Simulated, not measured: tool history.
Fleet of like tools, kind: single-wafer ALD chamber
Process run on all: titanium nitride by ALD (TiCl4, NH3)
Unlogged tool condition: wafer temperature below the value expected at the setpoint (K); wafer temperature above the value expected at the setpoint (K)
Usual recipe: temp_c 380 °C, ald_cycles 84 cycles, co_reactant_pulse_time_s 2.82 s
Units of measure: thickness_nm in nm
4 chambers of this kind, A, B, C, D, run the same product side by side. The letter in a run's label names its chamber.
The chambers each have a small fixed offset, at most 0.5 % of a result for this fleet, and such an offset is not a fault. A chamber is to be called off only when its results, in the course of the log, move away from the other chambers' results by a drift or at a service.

run	hour	temp_c	ald_cycles	co_reactant_pulse_time_s	hours since the last thermocouple change	read-back reference wafer on the same gauge, thickness_nm	thickness_nm
1A	5.0	380	84	2.82	136.0	1.9700	1.8562
2D	13.4	380	84	2.82	1566.4	1.9703	1.8574
3C	18.2	380	84	2.82	2183.4	1.9704	1.8513
4B	24.8	380	84	2.82	1840.6	1.9710	1.8498
5D	31.8	380	84	2.82	1584.8	1.9716	1.8587
6C	39.8	380	84	2.82	2205.0	1.9713	1.8460
7B	50.0	380	84	2.82	1865.8	1.9711	1.8536
8A	55.7	380	84	2.82	186.7	1.9717	1.8568
9D	63.8	380	84	2.82	1616.8	1.9717	1.8591
10C	74.9	380	84	2.82	2240.1	1.9728	1.8526
11A	82.5	380	84	2.82	213.5	1.9722	1.8566
12B	87.8	380	84	2.82	1903.6	1.9727	1.8514
13D	98.5	380	84	2.82	1651.5	1.9732	1.8601
14C	104.4	380	84	2.82	2269.6	1.9737	1.8493
15A	110.7	380	84	2.82	241.7	1.9737	1.8561
16B	119.6	380	84	2.82	1935.4	1.9739	1.8538
17A	128.1	380	84	2.82	259.1	1.9742	1.8569
18B	138.0	380	84	2.82	1953.8	1.9741	1.8526
19D	144.3	380	84	2.82	1697.3	1.9746	1.8598
20C	150.7	380	84	2.82	2315.9	1.9747	1.8583
21D	157.5	380	84	2.82	1710.5	1.9747	1.8593
22A	167.8	380	98	2.82	298.8	1.9752	2.1689
23C	173.2	380	98	2.82	2338.4	1.9749	2.1625
24B	181.3	380	98	2.82	1997.1	1.9754	2.1630
25D	191.3	380	98	2.82	1744.3	1.9756	2.1730
26A	198.7	380	84	2.82	329.7	1.9758	1.8615
27C	203.8	380	84	2.82	2369.0	1.9761	1.8568
28B	209.2	380	84	2.82	2025.0	1.9764	1.8588
29C	215.5	380	84	2.82	2380.7	1.9765	1.8519
30D	220.9	380	84	2.82	1773.9	1.9763	1.8610
31A	225.7	380	84	2.82	356.7	1.9763	1.8634
32B	232.7	380	84	2.82	2048.5	1.9767	1.8581
33B	238.0	380	76	2.82	2053.8	1.9773	1.6813
34A	248.9	380	76	2.82	379.9	1.9771	1.6796
35D	259.2	380	76	2.82	1812.2	1.9775	1.6853
36C	266.6	380	76	2.82	2431.8	1.9775	1.6786
37B	274.1	380	84	2.82	2089.9	1.9780	1.8614
38A	279.2	380	84	2.82	410.2	1.9783	1.8620
39D	289.7	380	84	2.82	1842.7	1.9778	1.8666
40C	295.5	366	84	3.91	2460.7	1.9791	1.8614
41C	301.7	366	84	3.91	2466.9	1.9785	1.8579
42D	309.5	366	84	3.91	1862.5	1.9789	1.8664

Is one chamber off against the others, does the gauge drift, or is nothing wrong? If a chamber is off, say which, and what the likeliest cause is.

No chamber is off; the gauge reading every chamber's wafers drifts, which makes the whole fleet appear to move together.
Most likely cause: gauge reads high (%) = 0.47.
